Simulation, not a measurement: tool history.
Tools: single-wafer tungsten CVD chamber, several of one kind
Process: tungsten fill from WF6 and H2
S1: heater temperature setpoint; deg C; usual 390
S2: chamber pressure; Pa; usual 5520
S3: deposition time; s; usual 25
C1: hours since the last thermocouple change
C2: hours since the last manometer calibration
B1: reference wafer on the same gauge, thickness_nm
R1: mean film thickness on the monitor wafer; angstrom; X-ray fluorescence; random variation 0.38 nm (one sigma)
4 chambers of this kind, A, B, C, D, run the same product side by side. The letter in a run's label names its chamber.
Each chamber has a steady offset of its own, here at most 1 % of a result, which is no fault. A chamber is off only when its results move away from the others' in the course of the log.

run 1C hour=16 | S1=390 S2=5520 S3=25 | C1=896.8 C2=214.6 | B1=82.435 | R1=698.03
run 2B hour=24.9 | S1=390 S2=5520 S3=25 | C1=91.8 C2=920.4 | B1=82.512 | R1=694.42
run 3D hour=41 | S1=390 S2=5520 S3=25 | C1=1109.4 C2=1041.8 | B1=82.45 | R1=702.69
run 4A hour=56.9 | S1=390 S2=5520 S3=25 | C1=983.2 C2=870.5 | B1=82.681 | R1=701.81
run 5D hour=65.1 | S1=390 S2=5080 S3=25 | C1=1133.5 C2=1065.9 | B1=82.621 | R1=672.99
run 6B hour=75 | S1=390 S2=5080 S3=25 | C1=141.9 C2=970.5 | B1=82.513 | R1=675.49
run 7C hour=82.4 | S1=390 S2=5080 S3=25 | C1=963.2 C2=281 | B1=82.466 | R1=666.55
run 8A hour=94.7 | S1=390 S2=5080 S3=25 | C1=1021 C2=908.3 | B1=82.501 | R1=677.26
run 9D hour=101.7 | S1=390 S2=5520 S3=28.4 | C1=1170.1 C2=1102.5 | B1=82.558 | R1=797.37
run 10A hour=116.3 | S1=390 S2=5520 S3=28.4 | C1=1042.6 C2=929.9 | B1=82.407 | R1=795.02
-- hour=118.8 chamber B: capacitance manometer re-zeroed and calibrated
run 11B hour=130.9 | S1=390 S2=5520 S3=28.4 | C1=197.8 C2=12.2 | B1=82.487 | R1=801.45
run 12C hour=145.6 | S1=390 S2=5520 S3=28.4 | C1=1026.4 C2=344.2 | B1=82.423 | R1=788.86
run 13C hour=158.2 | S1=390 S2=5520 S3=25 | C1=1039 C2=356.8 | B1=82.578 | R1=693.79
run 14B hour=167.7 | S1=390 S2=5520 S3=25 | C1=234.6 C2=49 | B1=82.463 | R1=704.21
run 15D hour=178.5 | S1=390 S2=5520 S3=25 | C1=1246.9 C2=1179.3 | B1=82.374 | R1=703.8
run 16A hour=188.5 | S1=390 S2=5520 S3=25 | C1=1114.8 C2=1002.1 | B1=82.46 | R1=700
run 17C hour=200.4 | S1=390 S2=5520 S3=25 | C1=1081.2 C2=399 | B1=82.58 | R1=687.74
run 18D hour=211 | S1=390 S2=5520 S3=25 | C1=1279.4 C2=1211.8 | B1=82.52 | R1=707.31
run 19B hour=220 | S1=390 S2=5520 S3=25 | C1=286.9 C2=101.3 | B1=82.477 | R1=702.85
run 20A hour=234.2 | S1=390 S2=5520 S3=25 | C1=1160.5 C2=1047.8 | B1=82.454 | R1=698.05
run 21B hour=248 | S1=390 S2=5520 S3=25 | C1=314.9 C2=129.3 | B1=82.587 | R1=699.32
run 22D hour=263.6 | S1=390 S2=5520 S3=25 | C1=1332 C2=1264.4 | B1=82.426 | R1=707.87
run 23C hour=271.3 | S1=390 S2=5520 S3=25 | C1=1152.1 C2=469.9 | B1=82.47 | R1=692.46
run 24A hour=284 | S1=390 S2=5520 S3=25 | C1=1210.3 C2=1097.6 | B1=82.556 | R1=704.11
run 25B hour=295.7 | S1=390 S2=5520 S3=25 | C1=362.6 C2=177 | B1=82.415 | R1=706.08
run 26A hour=303.2 | S1=390 S2=5520 S3=25 | C1=1229.5 C2=1116.8 | B1=82.534 | R1=694.12
run 27C hour=314.5 | S1=390 S2=5520 S3=25 | C1=1195.3 C2=513.1 | B1=82.395 | R1=686.53
run 28D hour=327.7 | S1=390 S2=5520 S3=25 | C1=1396.1 C2=1328.5 | B1=82.567 | R1=705.99
run 29B hour=336.2 | S1=390 S2=6599 S3=22.1 | C1=403.1 C2=217.5 | B1=82.626 | R1=670.98
run 30C hour=352.3 | S1=390 S2=6599 S3=22.1 | C1=1233.1 C2=550.9 | B1=82.537 | R1=652.55
-- hour=352.4 chamber D: capacitance manometer re-zeroed and calibrated
run 31D hour=363.3 | S1=390 S2=6599 S3=22.1 | C1=1431.7 C2=10.9 | B1=82.493 | R1=670.15
run 32A hour=376.8 | S1=390 S2=6599 S3=22.1 | C1=1303.1 C2=1190.4 | B1=82.527 | R1=668.41
run 33A hour=384.9 | S1=390 S2=5520 S3=25 | C1=1311.2 C2=1198.5 | B1=82.509 | R1=694.81
run 34D hour=398 | S1=390 S2=5520 S3=25 | C1=1466.4 C2=45.6 | B1=82.595 | R1=704.44
run 35B hour=409.3 | S1=390 S2=5520 S3=25 | C1=476.2 C2=290.6 | B1=82.505 | R1=691.4
run 36C hour=423.6 | S1=390 S2=5520 S3=25 | C1=1304.4 C2=622.2 | B1=82.528 | R1=671.91
run 37D hour=435.6 | S1=390 S2=5520 S3=25 | C1=1504 C2=83.2 | B1=82.532 | R1=701.88
run 38C hour=443.1 | S1=390 S2=5520 S3=25 | C1=1323.9 C2=641.7 | B1=82.556 | R1=673.78
run 39B hour=458 | S1=390 S2=4306 S3=22.7 | C1=524.9 C2=339.3 | B1=82.417 | R1=558.49
run 40A hour=473.2 | S1=390 S2=4306 S3=22.7 | C1=1399.5 C2=1286.8 | B1=82.402 | R1=574.54
run 41C hour=484 | S1=390 S2=4306 S3=22.7 | C1=1364.8 C2=682.6 | B1=82.531 | R1=537.89
run 42A hour=491.1 | S1=390 S2=4306 S3=22.7 | C1=1417.4 C2=1304.7 | B1=82.56 | R1=566.32
run 43B hour=502.6 | S1=390 S2=5520 S3=25 | C1=569.5 C2=383.9 | B1=82.402 | R1=703.41

All 4 chambers run these settings next. Forecast each chamber's results:
run 44A hour=514.3 | S1=390 S2=4626 S3=25 | R1=?
run 44B hour=514.3 | S1=390 S2=4626 S3=25 | R1=?
run 44C hour=514.3 | S1=390 S2=4626 S3=25 | R1=?
run 44D hour=514.3 | S1=390 S2=4626 S3=25 | R1=?

run=44A R1=644.17
run=44B R1=648.91
run=44C R1=618.56
run=44D R1=648.33
